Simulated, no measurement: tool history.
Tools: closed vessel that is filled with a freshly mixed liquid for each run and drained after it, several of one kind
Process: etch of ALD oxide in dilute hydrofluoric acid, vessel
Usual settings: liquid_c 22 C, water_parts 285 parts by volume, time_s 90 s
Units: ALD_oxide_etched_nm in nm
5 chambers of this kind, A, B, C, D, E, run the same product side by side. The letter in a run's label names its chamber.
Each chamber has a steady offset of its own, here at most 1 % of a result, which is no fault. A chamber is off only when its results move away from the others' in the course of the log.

run   hour  liquid_c  water_parts  time_s  read-back film thickness of the ALD oxide reference wafer, read on the same gauge (nm)  ALD_oxide_etched_nm
 1E    7.5        22          285      90                                                                                  69.991               7.8373
 2C   15.8        22          285      90                                                                                  69.986               7.7971
 3A   28.2        22          285      90                                                                                  69.999               7.9255
 4D   36.7        22          285      90                                                                                  69.992               7.8828
 5B   49.6        22          285      90                                                                                  69.988               7.7853
 6A   60.7        22          285      90                                                                                  70.016               7.9282
      69.7  -- chamber B: hydrofluoric acid flow meter replaced
 7D   72.5        22          285      90                                                                                  69.994                7.875
 8E   88.1        22          215      90                                                                                  70.011               11.227
 9C   99.1        22          215      90                                                                                  69.999                11.16
10B  109.8        22          215      90                                                                                  70.005               11.167
11A  122.9        22          215      90                                                                                  70.006               11.183
12B  130.2        22          215      90                                                                                  70.008               11.114
13C  138.7        20          170      90                                                                                  70.004               13.816
14D  151.9        20          170      90                                                                                  69.996                13.84
15E  163.6        20          170      90                                                                                  69.995               13.836
16E  174.6        20          170      90                                                                                  70.015               13.796
17D  189.2        20          170      90                                                                                  69.993               13.917
18B  199.4        22          285      90                                                                                  70.005                7.826
19A  210.7      19.5          285     125                                                                                  70.004               10.073
20C  226.5      19.5          285     125                                                                                  70.004               9.9341
21D    237      19.5          285     125                                                                                  70.007               9.9594
22B  245.6      19.5          285     125                                                                                  70.013               9.8234
23A  255.2      19.5          285     125                                                                                  70.009               10.045
24C  268.4        22          285      90                                                                                  69.983               7.8446
25E  280.6        22          340      90                                                                                  70.007               6.3868
26C  291.4        22          340      90                                                                                  70.006               6.2122
27E  298.7        22          340      90                                                                                  70.006               6.4028
28A    307        22          340      90                                                                                  70.015               6.3366
29D    316        22          340      90                                                                                  70.001               6.2755
30B  329.5        22          285      90                                                                                  69.998               7.8486
31A  337.8        22          285      90                                                                                  70.001               7.8752
32D  347.3        22          285      90                                                                                   70.01               7.8639
33C  360.3        22          285      90                                                                                  69.985               7.8694
     365.3  -- chamber D: hydrofluoric acid flow meter replaced
34B  368.5        22          285      45                                                                                  70.025               3.8792
35E  381.1        22          285      45                                                                                  70.013                4.049
36D  390.2        22          285      45                                                                                  69.986               3.9251
37B  404.9        22          285      45                                                                                  70.014                3.894
38A    416        22          285      45                                                                                  70.001                3.975
39E  423.8        22          285      90                                                                                  69.995               8.1261

Is one chamber off against the others, does the gauge drift, or is nothing wrong? If a chamber is off, say which, and what the likeliest cause is.

Chamber E drifts away from the others.
Cause: liquid hotter than its thermometer reads (K) = 0.985.
The log may not tell that from: hydrofluoric acid flow above the setpoint (%).

Here are 4 candidates for chamber E's next run, each the usual settings with a change, their results left as question marks. Which one brings its results back in line with what the others give on the usual settings?
In line means no further than this from the other chambers' mean on the usual settings: ALD_oxide_etched_nm 0.099 nm
40E-1  435.4        23          285      90                                                                                                            ?
40E-2  435.4        22          285      95                                                                                                            ?
40E-3  435.4        21          285      90                                                                                                            ?
40E-4  435.4        22          285      85                                                                                                            ?

The other chambers' mean on the usual settings: ALD_oxide_etched_nm 7.8694 nm
  run  ALD_oxide_etched_nm
40E-1               8.4171
40E-2               8.5798
40E-3               7.8488
40E-4               7.6767
40E-3 brings the chamber back in line.
